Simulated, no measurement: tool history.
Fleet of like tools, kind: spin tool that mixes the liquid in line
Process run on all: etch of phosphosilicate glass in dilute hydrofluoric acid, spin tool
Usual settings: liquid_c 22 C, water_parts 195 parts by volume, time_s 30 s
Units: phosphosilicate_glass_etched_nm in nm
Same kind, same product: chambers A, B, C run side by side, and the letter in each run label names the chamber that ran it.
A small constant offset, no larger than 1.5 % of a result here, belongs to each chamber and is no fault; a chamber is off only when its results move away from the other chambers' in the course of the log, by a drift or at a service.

run	hour	liquid_c	water_parts	time_s	hours since the thermometer was replaced	hours since the hydrofluoric acid flow meter was replaced	read-back film thickness of the phosphosilicate glass reference wafer, read on the same gauge (nm)	phosphosilicate_glass_etched_nm
1A	13.3	22	195	30	1154.2	1379.9	149.98	15.339
2B	25.9	22	195	30	916.0	161.0	149.97	14.916
3C	32.9	22	195	30	92.6	613.1	150.02	15.114
4B	39.3	22	195	30	929.4	174.4	150.02	14.927
5C	45.0	22	195	30	104.7	625.2	150.00	15.064
6A	56.6	22	195	30	1197.5	1423.2	150.04	15.347
7A	63.5	22	195	30	1204.4	1430.1	150.00	15.417
8B	73.6	22	195	30	963.7	208.7	150.00	14.961
9C	85.5	22	195	30	145.2	665.7	149.99	14.701
10A	93.0	22	195	30	1233.9	1459.6	150.00	15.285
11C	104.2	22	195	30	163.9	684.4	149.96	14.564
12B	115.8	22	195	30	1005.9	250.9	149.98	15.111
13B	123.1	22	195	30	1013.2	258.2	150.02	14.911
14A	129.8	22	195	30	1270.7	1496.4	150.01	15.519
15C	139.7	22	195	30	199.4	719.9	150.00	14.344
16B	148.5	25	195	30	1038.6	283.6	150.02	16.729
17A	159.1	25	195	30	1300.0	1525.7	150.00	17.040
18C	166.4	25	195	30	226.1	746.6	149.97	15.859
19A	172.1	22	195	30	1313.0	1538.7	150.01	15.385
20C	180.9	22	195	30	240.6	761.1	149.97	13.932
21B	193.9	22	125	20	1084.0	329.0	150.00	16.629
22A	205.3	22	125	20	1346.2	1571.9	149.99	17.164

One chamber off, gauge drift, or nothing amiss beyond the chambers' own small offsets? If it is a chamber, which one, and what is the likeliest cause?

Little by little, chamber C moves away from the other chambers.
What lies behind it: hydrofluoric acid flow below the setpoint (%) = 7.38.
Not necessarily distinguishable in this log from: liquid colder than its thermometer reads (K).

Below are 4 candidate recipes for chamber C's next run, each the usual settings with a change, their results shown as question marks. Which of them brings C's results back in line with what the other chambers give on the usual settings?
To be in line, a result may differ from the other chambers' mean on the usual settings by at most: phosphosilicate_glass_etched_nm 0.330 nm
23C-1	214.8	22.0	190	30				?
23C-2	214.8	22.0	180	30				?
23C-3	214.8	22.0	200	30				?
23C-4	214.8	19.5	195	30				?

Average result of the remaining chambers running the usual settings: phosphosilicate_glass_etched_nm 15.165 nm
run	phosphosilicate_glass_etched_nm
23C-1	14.226
23C-2	15.196
23C-3	13.358
23C-4	12.531
23C-2 is the one that brings the chamber's results back in line with the other chambers.

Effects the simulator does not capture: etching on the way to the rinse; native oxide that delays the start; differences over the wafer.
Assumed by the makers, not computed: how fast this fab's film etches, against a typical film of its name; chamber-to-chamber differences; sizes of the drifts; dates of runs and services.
